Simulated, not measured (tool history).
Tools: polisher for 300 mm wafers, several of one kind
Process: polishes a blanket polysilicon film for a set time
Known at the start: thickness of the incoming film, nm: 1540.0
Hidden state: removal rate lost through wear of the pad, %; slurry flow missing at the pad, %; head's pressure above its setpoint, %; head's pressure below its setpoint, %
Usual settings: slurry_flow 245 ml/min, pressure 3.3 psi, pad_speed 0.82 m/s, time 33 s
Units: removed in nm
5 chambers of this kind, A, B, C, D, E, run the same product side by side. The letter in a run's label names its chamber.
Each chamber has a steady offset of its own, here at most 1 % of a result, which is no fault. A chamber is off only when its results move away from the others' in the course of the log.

run   hour  slurry_flow  pressure  pad_speed  time  wafers polished on this pad  hours since the slurry nozzle was cleaned  hours since the head pressure was calibrated  removed
       1.1  -- chamber C: slurry nozzle cleaned
       2.7  -- chamber C: worn pad replaced by a new one
         5  -- chamber D: worn pad replaced by a new one
 1B   14.2          245       3.3       0.82    33                         1028                                      252.9                                         255.3   297.76
        15  -- chamber E: slurry nozzle cleaned
      21.9  -- chamber B: worn pad replaced by a new one
 2D     23          245       3.3       0.82    33                          220                                      104.8                                         889.1   305.57
      26.4  -- chamber A: head pressure recalibrated
      27.8  -- chamber A: worn pad replaced by a new one
 3E   32.1          245       3.3       0.82    33                          780                                       17.1                                         392.8   307.19
 4C   46.4          245       3.3       0.82    33                          534                                       45.4                                          60.6   307.64
      54.7  -- chamber B: head pressure recalibrated
 5A   55.7          245       3.3       0.82    33                          341                                        241                                          29.3   297.79
      56.3  -- chamber E: worn pad replaced by a new one
 6A   62.9          245       3.3       0.82    33                          429                                      248.2                                          36.5   298.51
 7E   74.5          245       3.3       0.82    33                          222                                       59.5                                         435.2   304.53
 8D   83.6          245       3.3       0.82    33                          960                                      165.4                                         949.7   307.39
 9B   98.8          245       3.3       0.82    33                          938                                      337.5                                          44.1   301.39
        99  -- chamber C: worn pad replaced by a new one
     110.2  -- chamber D: worn pad replaced by a new one
10C  111.4          245       3.3       0.82    33                          152                                      110.4                                         125.6   308.19
11A  118.8          245       3.3       0.82    33                         1111                                      304.1                                          92.4    303.8
     125.5  -- chamber B: worn pad replaced by a new one
12E  133.5          245       3.3       0.82    33                          942                                      118.5                                         494.2   300.72
     135.2  -- chamber A: worn pad replaced by a new one
     137.6  -- chamber E: worn pad replaced by a new one
13B  146.3          245       3.3       0.82    33                          254                                        385                                          91.6   304.16
14C  160.4          245       3.3       0.82    33                          750                                      159.4                                         174.6   299.42
15D  171.5          215       3.3       0.82    33                          748                                      253.3                                        1037.6   289.55
     179.2  -- chamber B: slurry nozzle cleaned
     181.8  -- chamber E: head pressure recalibrated
16E  181.8          215       3.3       0.82    33                          540                                      166.8                                             0   300.45
17C  194.1          215       3.3       0.82    33                         1161                                      193.1                                         208.3   299.51
18A  201.7          215       3.3       0.82    33                          811                                        387                                         175.3   298.85
     208.3  -- chamber D: worn pad replaced by a new one
19D  210.9          215       3.3       0.82    33                           32                                      292.7                                          1077   294.86
     214.2  -- chamber B: worn pad replaced by a new one
     214.4  -- chamber C: worn pad replaced by a new one
20B  223.1          245       3.3       0.82    33                          108                                       43.9                                         168.4   303.96
     232.6  -- chamber A: worn pad replaced by a new one
21D  235.9          210       3.3       1.06    33                          337                                      317.7                                          1102   377.68
     240.5  -- chamber E: worn pad replaced by a new one
     247.7  -- chamber E: slurry nozzle cleaned
22A    248          210       3.3       1.06    33                          188                                      433.3                                         221.6   381.95
23C  258.6          210       3.3       1.06    33                          540                                      257.6                                         272.8   389.34
     266.6  -- chamber C: head pressure recalibrated
24E  266.8          210       3.3       1.06    33                          320                                       19.1                                            85   379.35
25B  279.4          210       3.3       1.06    33                          795                                      100.2                                         224.7   391.39
26D  286.4          205       3.3       0.82    33                          953                                      368.2                                        1152.5   296.11
27E  298.9          205       3.3       0.82    33                          712                                       51.2                                         117.1   290.73
28A  309.2          205       3.3       0.82    33                          934                                      494.5                                         282.8   291.42
     314.3  -- chamber D: worn pad replaced by a new one
       315  -- chamber B: worn pad replaced by a new one
29B  317.9          205       3.3       0.82    33                           36                                      138.7                                         263.2   296.71
     318.5  -- chamber C: worn pad replaced by a new one
30C  328.8          205       3.3       0.82    33                          126                                      327.8                                          62.2   294.32
31E  336.2          245       3.3       0.82    33                         1167                                       88.5                                         154.4   304.13
     340.3  -- chamber A: worn pad replaced by a new one
     341.7  -- chamber E: worn pad replaced by a new one
     346.8  -- chamber B: head pressure recalibrated
32C  351.6          245       3.3       0.82    33                          404                                      350.6                                            85   303.55
33D  366.2          245       3.3       0.82    33                          633                                        448                                        1232.3   302.07
34B  380.9          310       2.2       0.82    33                          805                                      201.7                                          34.2   203.49
35A  389.1          310       2.2       0.82    33                          596                                      574.4                                         362.7   207.93
     401.5  -- chamber D: worn pad replaced by a new one
36E  402.8          310       2.2       0.82    33                          745                                      155.1                                           221   205.18
37D  410.3          310       2.2       0.82    33                          108                                      492.1                                        1276.4   208.65
     414.9  -- chamber C: worn pad replaced by a new one
     416.8  -- chamber B: worn pad replaced by a new one
38C  423.1          310       2.2       0.82    33                          100                                      422.1                                         156.5   207.15
39A  433.2          245       3.3       0.82    33                         1134                                      618.5                                         406.8   294.17
       439  -- chamber E: worn pad replaced by a new one
40B    448          245       3.3       0.56    33                          380                                      268.8                                         101.3   204.26
41E  463.9          245       3.3       0.56    33                          304                                      216.2                                         282.1   205.72
42B  476.5          245       3.3       0.56    33                          728                                      297.3                                         129.8   211.31

Next, every chamber runs the same settings. What will each give?
43A   488          245       3.3       0.82    27                                                                                                                              ?
43B   488          245       3.3       0.82    27                                                                                                                              ?
43C   488          245       3.3       0.82    27                                                                                                                              ?
43D   488          245       3.3       0.82    27                                                                                                                              ?
43E   488          245       3.3       0.82    27                                                                                                                              ?

run  removed
43A   246.25
43B    246.6
43C    254.1
43D   252.63
43E   247.21
